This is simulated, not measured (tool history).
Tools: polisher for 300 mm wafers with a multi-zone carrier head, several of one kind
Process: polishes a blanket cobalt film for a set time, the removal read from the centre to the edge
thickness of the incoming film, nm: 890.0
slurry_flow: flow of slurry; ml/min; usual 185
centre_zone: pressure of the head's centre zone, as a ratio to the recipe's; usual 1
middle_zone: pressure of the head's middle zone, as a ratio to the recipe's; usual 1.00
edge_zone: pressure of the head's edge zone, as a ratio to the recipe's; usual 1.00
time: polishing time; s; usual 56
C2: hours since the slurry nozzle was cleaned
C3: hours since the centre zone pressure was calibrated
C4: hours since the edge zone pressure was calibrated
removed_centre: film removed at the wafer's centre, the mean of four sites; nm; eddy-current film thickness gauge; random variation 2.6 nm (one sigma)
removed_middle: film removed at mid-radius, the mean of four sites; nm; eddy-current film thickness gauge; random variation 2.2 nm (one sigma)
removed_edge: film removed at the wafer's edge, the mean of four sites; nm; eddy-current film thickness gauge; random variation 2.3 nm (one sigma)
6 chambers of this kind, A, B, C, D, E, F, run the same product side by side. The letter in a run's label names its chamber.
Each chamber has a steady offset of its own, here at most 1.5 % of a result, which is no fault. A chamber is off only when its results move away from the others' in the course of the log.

{"hour": 1.4, "done": "chamber A: centre zone pressure recalibrated"}
{"run": "1E", "hour": 3.1, "slurry_flow": 185, "centre_zone": 1, "middle_zone": 1.0, "edge_zone": 1.0, "time": 56, "wafers polished on this pad": 723, "C2": 627.7, "C3": 843.1, "C4": 282.9, "removed_centre": 167.37, "removed_middle": 169.68, "removed_edge": 167.13}
{"hour": 5.0, "done": "chamber C: worn pad replaced by a new one"}
{"run": "2C", "hour": 6.8, "slurry_flow": 185, "centre_zone": 1, "middle_zone": 1.0, "edge_zone": 1.0, "time": 56, "wafers polished on this pad": 25, "C2": 228.1, "C3": 358.8, "C4": 674.3, "removed_centre": 168.2, "removed_middle": 169.73, "removed_edge": 170.56}
{"hour": 8.1, "done": "chamber B: worn pad replaced by a new one"}
{"run": "3A", "hour": 10.7, "slurry_flow": 185, "centre_zone": 1, "middle_zone": 1.0, "edge_zone": 1.0, "time": 56, "wafers polished on this pad": 398, "C2": 283.9, "C3": 9.4, "C4": 389.2, "removed_centre": 173.62, "removed_middle": 170.29, "removed_edge": 174.97}
{"hour": 10.8, "done": "chamber F: worn pad replaced by a new one"}
{"run": "4D", "hour": 12.7, "slurry_flow": 185, "centre_zone": 1, "middle_zone": 1.0, "edge_zone": 1.0, "time": 56, "wafers polished on this pad": 709, "C2": 548.6, "C3": 625.9, "C4": 297.5, "removed_centre": 173.09, "removed_middle": 173.42, "removed_edge": 168.11}
{"run": "5F", "hour": 14.8, "slurry_flow": 185, "centre_zone": 1, "middle_zone": 1.0, "edge_zone": 1.0, "time": 56, "wafers polished on this pad": 57, "C2": 314.2, "C3": 333.1, "C4": 470.9, "removed_centre": 176.49, "removed_middle": 167.91, "removed_edge": 174.65}
{"run": "6B", "hour": 17.0, "slurry_flow": 185, "centre_zone": 1, "middle_zone": 1.0, "edge_zone": 1.0, "time": 56, "wafers polished on this pad": 127, "C2": 432.3, "C3": 217.2, "C4": 507.6, "removed_centre": 164.49, "removed_middle": 170.65, "removed_edge": 168.22}
{"hour": 17.6, "done": "chamber D: worn pad replaced by a new one"}
{"run": "7C", "hour": 19.5, "slurry_flow": 185, "centre_zone": 1, "middle_zone": 1.0, "edge_zone": 1.0, "time": 56, "wafers polished on this pad": 207, "C2": 240.8, "C3": 371.5, "C4": 687.0, "removed_centre": 168.51, "removed_middle": 168.97, "removed_edge": 170.05}
{"run": "8A", "hour": 22.8, "slurry_flow": 185, "centre_zone": 1, "middle_zone": 1.0, "edge_zone": 1.0, "time": 56, "wafers polished on this pad": 571, "C2": 296.0, "C3": 21.5, "C4": 401.3, "removed_centre": 169.27, "removed_middle": 170.25, "removed_edge": 170.23}
{"hour": 23.9, "done": "chamber A: worn pad replaced by a new one"}
{"run": "9B", "hour": 25.4, "slurry_flow": 185, "centre_zone": 1, "middle_zone": 1.0, "edge_zone": 1.0, "time": 56, "wafers polished on this pad": 248, "C2": 440.7, "C3": 225.6, "C4": 516.0, "removed_centre": 174.99, "removed_middle": 172.12, "removed_edge": 172.3}
{"run": "10E", "hour": 28.9, "slurry_flow": 185, "centre_zone": 1, "middle_zone": 1.0, "edge_zone": 1.0, "time": 56, "wafers polished on this pad": 1092, "C2": 653.5, "C3": 868.9, "C4": 308.7, "removed_centre": 172.37, "removed_middle": 170.19, "removed_edge": 171.46}
{"run": "11F", "hour": 32.8, "slurry_flow": 185, "centre_zone": 1, "middle_zone": 0.92, "edge_zone": 1.0, "time": 56, "wafers polished on this pad": 314, "C2": 332.2, "C3": 351.1, "C4": 488.9, "removed_centre": 166.28, "removed_middle": 158.6, "removed_edge": 169.45}
{"run": "12D", "hour": 36.2, "slurry_flow": 185, "centre_zone": 1, "middle_zone": 0.92, "edge_zone": 1.0, "time": 56, "wafers polished on this pad": 266, "C2": 572.1, "C3": 649.4, "C4": 321.0, "removed_centre": 174.89, "removed_middle": 156.57, "removed_edge": 169.61}
{"hour": 38.7, "done": "chamber E: worn pad replaced by a new one"}
{"run": "13C", "hour": 38.7, "slurry_flow": 185, "centre_zone": 1, "middle_zone": 0.92, "edge_zone": 1.0, "time": 56, "wafers polished on this pad": 482, "C2": 260.0, "C3": 390.7, "C4": 706.2, "removed_centre": 170.67, "removed_middle": 159.95, "removed_edge": 169.67}
{"hour": 40.2, "done": "chamber A: edge zone pressure recalibrated"}
{"run": "14D", "hour": 41.4, "slurry_flow": 185, "centre_zone": 1, "middle_zone": 0.92, "edge_zone": 1.0, "time": 56, "wafers polished on this pad": 340, "C2": 577.3, "C3": 654.6, "C4": 326.2, "removed_centre": 175.99, "removed_middle": 156.07, "removed_edge": 165.59}
{"hour": 42.6, "done": "chamber D: centre zone pressure recalibrated"}
{"hour": 43.9, "done": "chamber F: worn pad replaced by a new one"}
{"run": "15B", "hour": 45.5, "slurry_flow": 185, "centre_zone": 1, "middle_zone": 0.92, "edge_zone": 1.0, "time": 56, "wafers polished on this pad": 535, "C2": 460.8, "C3": 245.7, "C4": 536.1, "removed_centre": 170.54, "removed_middle": 160.52, "removed_edge": 172.58}
{"hour": 48.9, "done": "chamber B: worn pad replaced by a new one"}
{"run": "16E", "hour": 49.2, "slurry_flow": 185, "centre_zone": 1, "middle_zone": 0.92, "edge_zone": 1.0, "time": 56, "wafers polished on this pad": 151, "C2": 673.8, "C3": 889.2, "C4": 329.0, "removed_centre": 171.76, "removed_middle": 154.2, "removed_edge": 170.4}
{"run": "17F", "hour": 52.8, "slurry_flow": 185, "centre_zone": 1, "middle_zone": 1.0, "edge_zone": 1.0, "time": 56, "wafers polished on this pad": 127, "C2": 352.2, "C3": 371.1, "C4": 508.9, "removed_centre": 173.42, "removed_middle": 166.72, "removed_edge": 169.87}
{"run": "18A", "hour": 54.7, "slurry_flow": 185, "centre_zone": 1, "middle_zone": 1.0, "edge_zone": 1.0, "time": 56, "wafers polished on this pad": 441, "C2": 327.9, "C3": 53.4, "C4": 14.5, "removed_centre": 165.51, "removed_middle": 160.05, "removed_edge": 165.73}
{"run": "19D", "hour": 57.9, "slurry_flow": 185, "centre_zone": 1, "middle_zone": 1.0, "edge_zone": 1.0, "time": 56, "wafers polished on this pad": 577, "C2": 593.8, "C3": 15.4, "C4": 342.7, "removed_centre": 172.31, "removed_middle": 169.22, "removed_edge": 165.17}
{"run": "20B", "hour": 62.0, "slurry_flow": 185, "centre_zone": 1, "middle_zone": 1.0, "edge_zone": 1.0, "time": 56, "wafers polished on this pad": 188, "C2": 477.3, "C3": 262.2, "C4": 552.6, "removed_centre": 175.24, "removed_middle": 168.61, "removed_edge": 170.11}
{"run": "21A", "hour": 65.4, "slurry_flow": 185, "centre_zone": 1, "middle_zone": 1.0, "edge_zone": 0.96, "time": 56, "wafers polished on this pad": 594, "C2": 338.6, "C3": 64.1, "C4": 25.2, "removed_centre": 162.76, "removed_middle": 165.32, "removed_edge": 162.55}
{"hour": 66.3, "done": "chamber F: slurry nozzle cleaned"}
{"run": "22E", "hour": 68.2, "slurry_flow": 185, "centre_zone": 1, "middle_zone": 1.0, "edge_zone": 0.96, "time": 56, "wafers polished on this pad": 423, "C2": 692.8, "C3": 908.2, "C4": 348.0, "removed_centre": 174.9, "removed_middle": 168.91, "removed_edge": 163.31}
{"run": "23F", "hour": 71.1, "slurry_flow": 185, "centre_zone": 1, "middle_zone": 1.0, "edge_zone": 0.96, "time": 56, "wafers polished on this pad": 389, "C2": 4.8, "C3": 389.4, "C4": 527.2, "removed_centre": 173.01, "removed_middle": 168.94, "removed_edge": 164.78}
{"hour": 72.1, "done": "chamber A: worn pad replaced by a new one"}
{"run": "24C", "hour": 74.3, "slurry_flow": 185, "centre_zone": 1, "middle_zone": 1.0, "edge_zone": 0.96, "time": 56, "wafers polished on this pad": 991, "C2": 295.6, "C3": 426.3, "C4": 741.8, "removed_centre": 166.9, "removed_middle": 168.73, "removed_edge": 164.24}
{"run": "25F", "hour": 76.2, "slurry_flow": 185, "centre_zone": 1, "middle_zone": 1.0, "edge_zone": 0.96, "time": 56, "wafers polished on this pad": 462, "C2": 9.9, "C3": 394.5, "C4": 532.3, "removed_centre": 171.34, "removed_middle": 171.93, "removed_edge": 166.6}
{"run": "26C", "hour": 78.2, "slurry_flow": 185, "centre_zone": 1, "middle_zone": 1.0, "edge_zone": 0.96, "time": 56, "wafers polished on this pad": 1047, "C2": 299.5, "C3": 430.2, "C4": 745.7, "removed_centre": 170.56, "removed_middle": 172.36, "removed_edge": 164.32}
{"hour": 80.7, "done": "chamber D: worn pad replaced by a new one"}
{"run": "27B", "hour": 82.2, "slurry_flow": 225, "centre_zone": 1, "middle_zone": 1.05, "edge_zone": 1.0, "time": 56, "wafers polished on this pad": 477, "C2": 497.5, "C3": 282.4, "C4": 572.8, "removed_centre": 181.73, "removed_middle": 186.05, "removed_edge": 172.32}
{"hour": 84.0, "done": "chamber F: worn pad replaced by a new one"}
{"run": "28A", "hour": 86.0, "slurry_flow": 225, "centre_zone": 1, "middle_zone": 1.05, "edge_zone": 1.0, "time": 56, "wafers polished on this pad": 200, "C2": 359.2, "C3": 84.7, "C4": 45.8, "removed_centre": 170.03, "removed_middle": 173.85, "removed_edge": 171.96}
{"hour": 87.7, "done": "chamber E: edge zone pressure recalibrated"}
{"run": "29D", "hour": 89.0, "slurry_flow": 225, "centre_zone": 1, "middle_zone": 1.05, "edge_zone": 1.0, "time": 56, "wafers polished on this pad": 119, "C2": 624.9, "C3": 46.5, "C4": 373.8, "removed_centre": 174.03, "removed_middle": 181.6, "removed_edge": 171.28}
{"hour": 90.8, "done": "chamber B: worn pad replaced by a new one"}
{"run": "30E", "hour": 91.1, "slurry_flow": 225, "centre_zone": 1, "middle_zone": 1.05, "edge_zone": 1.0, "time": 56, "wafers polished on this pad": 751, "C2": 715.7, "C3": 931.1, "C4": 3.5, "removed_centre": 176.65, "removed_middle": 184.62, "removed_edge": 173.51}
{"run": "31A", "hour": 95.2, "slurry_flow": 225, "centre_zone": 1, "middle_zone": 1.05, "edge_zone": 1.0, "time": 56, "wafers polished on this pad": 331, "C2": 368.4, "C3": 93.9, "C4": 55.0, "removed_centre": 164.21, "removed_middle": 174.65, "removed_edge": 167.34}
{"hour": 95.4, "done": "chamber C: worn pad replaced by a new one"}
{"run": "32D", "hour": 98.3, "slurry_flow": 225, "centre_zone": 1, "middle_zone": 1.05, "edge_zone": 1.0, "time": 56, "wafers polished on this pad": 252, "C2": 634.2, "C3": 55.8, "C4": 383.1, "removed_centre": 175.08, "removed_middle": 185.88, "removed_edge": 167.83}
{"run": "33F", "hour": 100.6, "slurry_flow": 185, "centre_zone": 1, "middle_zone": 1.0, "edge_zone": 1.0, "time": 56, "wafers polished on this pad": 237, "C2": 34.3, "C3": 418.9, "C4": 556.7, "removed_centre": 168.57, "removed_middle": 168.77, "removed_edge": 176.47}
{"run": "34C", "hour": 104.1, "slurry_flow": 185, "centre_zone": 1, "middle_zone": 1.0, "edge_zone": 1.0, "time": 44, "wafers polished on this pad": 124, "C2": 325.4, "C3": 456.1, "C4": 771.6, "removed_centre": 134.92, "removed_middle": 131.97, "removed_edge": 133.46}
{"run": "35B", "hour": 107.2, "slurry_flow": 185, "centre_zone": 1, "middle_zone": 1.0, "edge_zone": 1.0, "time": 44, "wafers polished on this pad": 235, "C2": 522.5, "C3": 307.4, "C4": 597.8, "removed_centre": 134.92, "removed_middle": 132.6, "removed_edge": 130.62}
{"run": "36E", "hour": 109.8, "slurry_flow": 185, "centre_zone": 1, "middle_zone": 1.0, "edge_zone": 1.0, "time": 44, "wafers polished on this pad": 1018, "C2": 734.4, "C3": 949.8, "C4": 22.2, "removed_centre": 135.5, "removed_middle": 137.26, "removed_edge": 132.53}
{"run": "37F", "hour": 112.9, "slurry_flow": 185, "centre_zone": 1, "middle_zone": 1.0, "edge_zone": 1.0, "time": 44, "wafers polished on this pad": 413, "C2": 46.6, "C3": 431.2, "C4": 569.0, "removed_centre": 130.39, "removed_middle": 130.85, "removed_edge": 135.07}
{"run": "38C", "hour": 115.8, "slurry_flow": 185, "centre_zone": 1, "middle_zone": 1.0, "edge_zone": 1.0, "time": 44, "wafers polished on this pad": 292, "C2": 337.1, "C3": 467.8, "C4": 783.3, "removed_centre": 127.99, "removed_middle": 131.16, "removed_edge": 130.14}
{"run": "39A", "hour": 118.5, "slurry_flow": 185, "centre_zone": 1, "middle_zone": 1.0, "edge_zone": 1.0, "time": 44, "wafers polished on this pad": 665, "C2": 391.7, "C3": 117.2, "C4": 78.3, "removed_centre": 119.56, "removed_middle": 121.7, "removed_edge": 124.92}

Next, every chamber runs the same settings. What will each give?
{"run": "40A", "hour": 121.6, "slurry_flow": 185, "centre_zone": 1, "middle_zone": 1.0, "edge_zone": 1.0, "time": 56, "removed_centre": "?", "removed_middle": "?", "removed_edge": "?"}
{"run": "40B", "hour": 121.6, "slurry_flow": 185, "centre_zone": 1, "middle_zone": 1.0, "edge_zone": 1.0, "time": 56, "removed_centre": "?", "removed_middle": "?", "removed_edge": "?"}
{"run": "40C", "hour": 121.6, "slurry_flow": 185, "centre_zone": 1, "middle_zone": 1.0, "edge_zone": 1.0, "time": 56, "removed_centre": "?", "removed_middle": "?", "removed_edge": "?"}
{"run": "40D", "hour": 121.6, "slurry_flow": 185, "centre_zone": 1, "middle_zone": 1.0, "edge_zone": 1.0, "time": 56, "removed_centre": "?", "removed_middle": "?", "removed_edge": "?"}
{"run": "40E", "hour": 121.6, "slurry_flow": 185, "centre_zone": 1, "middle_zone": 1.0, "edge_zone": 1.0, "time": 56, "removed_centre": "?", "removed_middle": "?", "removed_edge": "?"}
{"run": "40F", "hour": 121.6, "slurry_flow": 185, "centre_zone": 1, "middle_zone": 1.0, "edge_zone": 1.0, "time": 56, "removed_centre": "?", "removed_middle": "?", "removed_edge": "?"}

run=40A removed_centre=151.61 removed_middle=151.83 removed_edge=158.43
run=40B removed_centre=164.98 removed_middle=170.93 removed_edge=165.96
run=40C removed_centre=168.70 removed_middle=168.61 removed_edge=167.46
run=40D removed_centre=172.59 removed_middle=166.28 removed_edge=172.71
run=40E removed_centre=169.96 removed_middle=167.74 removed_edge=166.48
run=40F removed_centre=166.61 removed_middle=175.54 removed_edge=171.36
